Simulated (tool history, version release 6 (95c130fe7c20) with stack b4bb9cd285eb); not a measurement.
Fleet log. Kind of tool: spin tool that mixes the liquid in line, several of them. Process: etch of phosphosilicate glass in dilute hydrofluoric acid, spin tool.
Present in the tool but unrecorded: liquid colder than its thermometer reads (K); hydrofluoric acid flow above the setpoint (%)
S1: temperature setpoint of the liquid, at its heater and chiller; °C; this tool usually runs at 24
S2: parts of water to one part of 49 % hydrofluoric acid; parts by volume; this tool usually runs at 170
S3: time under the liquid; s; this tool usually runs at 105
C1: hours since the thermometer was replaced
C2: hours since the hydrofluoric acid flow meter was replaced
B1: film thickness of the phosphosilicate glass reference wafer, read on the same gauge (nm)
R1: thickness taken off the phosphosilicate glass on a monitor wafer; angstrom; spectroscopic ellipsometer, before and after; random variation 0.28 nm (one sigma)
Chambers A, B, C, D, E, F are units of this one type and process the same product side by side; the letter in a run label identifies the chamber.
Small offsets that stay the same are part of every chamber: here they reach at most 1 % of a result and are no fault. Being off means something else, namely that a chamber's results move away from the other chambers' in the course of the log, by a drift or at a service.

run,hour,S1,S2,S3,C1,C2,B1,R1
# hour 4.7: chamber F: thermometer replaced
1E,8.7,24,170,105,1766.7,164.8,59.995,371.12
2F,16.8,24,170,105,12.1,390,60.004,373.63
3A,29.8,24,170,105,2458.2,531.9,59.988,375.34
4C,44.6,24,170,105,145.5,188.7,59.988,372.45
5B,54.4,24,170,105,295.4,533.5,59.995,363.06
6D,63.6,24,250,45,514.9,93.4,59.991,98.493
7E,74.6,24,250,45,1832.6,230.7,59.999,100.09
8D,87.4,24,250,45,538.7,117.2,60.004,98.031
# hour 93.6: chamber F: hydrofluoric acid flow meter replaced
9F,95.2,24,250,45,90.5,1.7,60.013,98.084
10C,103.9,24,250,45,204.8,248,60.002,100.46
11A,119.1,24,250,45,2547.5,621.2,60.009,98.29
12B,132.6,26,170,65,373.6,611.7,59.996,246.04
13E,146.6,26,170,65,1904.6,302.7,60.012,250.49
14C,154.6,26,170,65,255.5,298.7,59.999,249.54
15D,164.5,26,170,65,615.8,194.3,59.998,247.96
16F,173.7,26,170,65,169,80.2,60.004,246.63
17A,182.7,26,170,65,2611.1,684.8,59.994,250.07
18B,189.9,24,170,105,430.9,669,59.99,368.67
19E,203.1,24,170,105,1961.1,359.2,59.986,377.18
# hour 212.9: chamber B: thermometer replaced
20C,215.7,24,170,105,316.6,359.8,59.99,368.97
21A,227.9,24,170,105,2656.3,730,59.989,371.3
22F,242.1,24,170,105,237.4,148.6,60.011,372.07
23B,251.1,24,170,105,38.2,730.2,60.021,366.5
24D,264.9,24,170,105,716.2,294.7,60.002,370.28
25A,281.3,24,170,105,2709.7,783.4,60.016,372.54
26E,291.4,24,170,105,2049.4,447.5,60.004,388.17
27C,300.3,24,170,105,401.2,444.4,59.982,373.61
28D,309.7,28,170,150,761,339.5,60.007,612.87
29F,323.3,28,170,150,318.6,229.8,60.029,600.91
30B,333.1,28,170,150,120.2,812.2,60.018,613.62
31F,342.6,28,170,150,337.9,249.1,60.005,603.68
32D,354.4,28,170,150,805.7,384.2,59.991,615.02
33B,370.9,28,170,150,158,850,60.002,611.91
34C,378.1,24,130,105,479,522.2,60.008,505.33
35E,389.9,24,130,105,2147.9,546,60.007,547.04
36A,398.3,24,130,105,2826.7,900.4,59.983,508.21
37A,413.4,24,130,105,2841.8,915.5,60,514.79
38B,425.7,24,130,105,212.8,904.8,60.007,508.56
39F,441.1,24,130,105,436.4,347.6,59.992,503.94
40D,449.3,24,170,105,900.6,479.1,60.032,368.17
41E,461.3,24,170,130,2219.3,617.4,59.988,498.16
42C,472.1,24,170,130,573,616.2,60.014,459.16

Is one chamber out of step, is the gauge drifting, or do the chambers differ by no more than their own small offsets? For an off chamber, give its letter and the likeliest cause.

It is chamber E that slowly wanders off from its peers.
Likeliest cause: hydrofluoric acid flow above the setpoint (%) = 8.81.
With only this log, it may be confused with: liquid hotter than its thermometer reads (K).

Chamber E could run next with any of the 4 candidate recipes listed below; each alters the usual settings, and their results appear as question marks. Which one brings its results back in line with what the other chambers deliver on the usual settings?
Counts as in line when no further than this from what the other chambers average on the usual settings: R1 9.7 angstrom
43E-1,484,24,155,115,,,,?
43E-2,484,24,185,105,,,,?
43E-3,484,24,155,105,,,,?
43E-4,484,24,185,95,,,,?

On the usual settings, the other chambers give on average: R1 370.5 angstrom
run,R1
43E-1,498.05
43E-2,370.45
43E-3,454.74
43E-4,335.17
Change 43E-2 lands the chamber within the allowed miss of the other chambers.

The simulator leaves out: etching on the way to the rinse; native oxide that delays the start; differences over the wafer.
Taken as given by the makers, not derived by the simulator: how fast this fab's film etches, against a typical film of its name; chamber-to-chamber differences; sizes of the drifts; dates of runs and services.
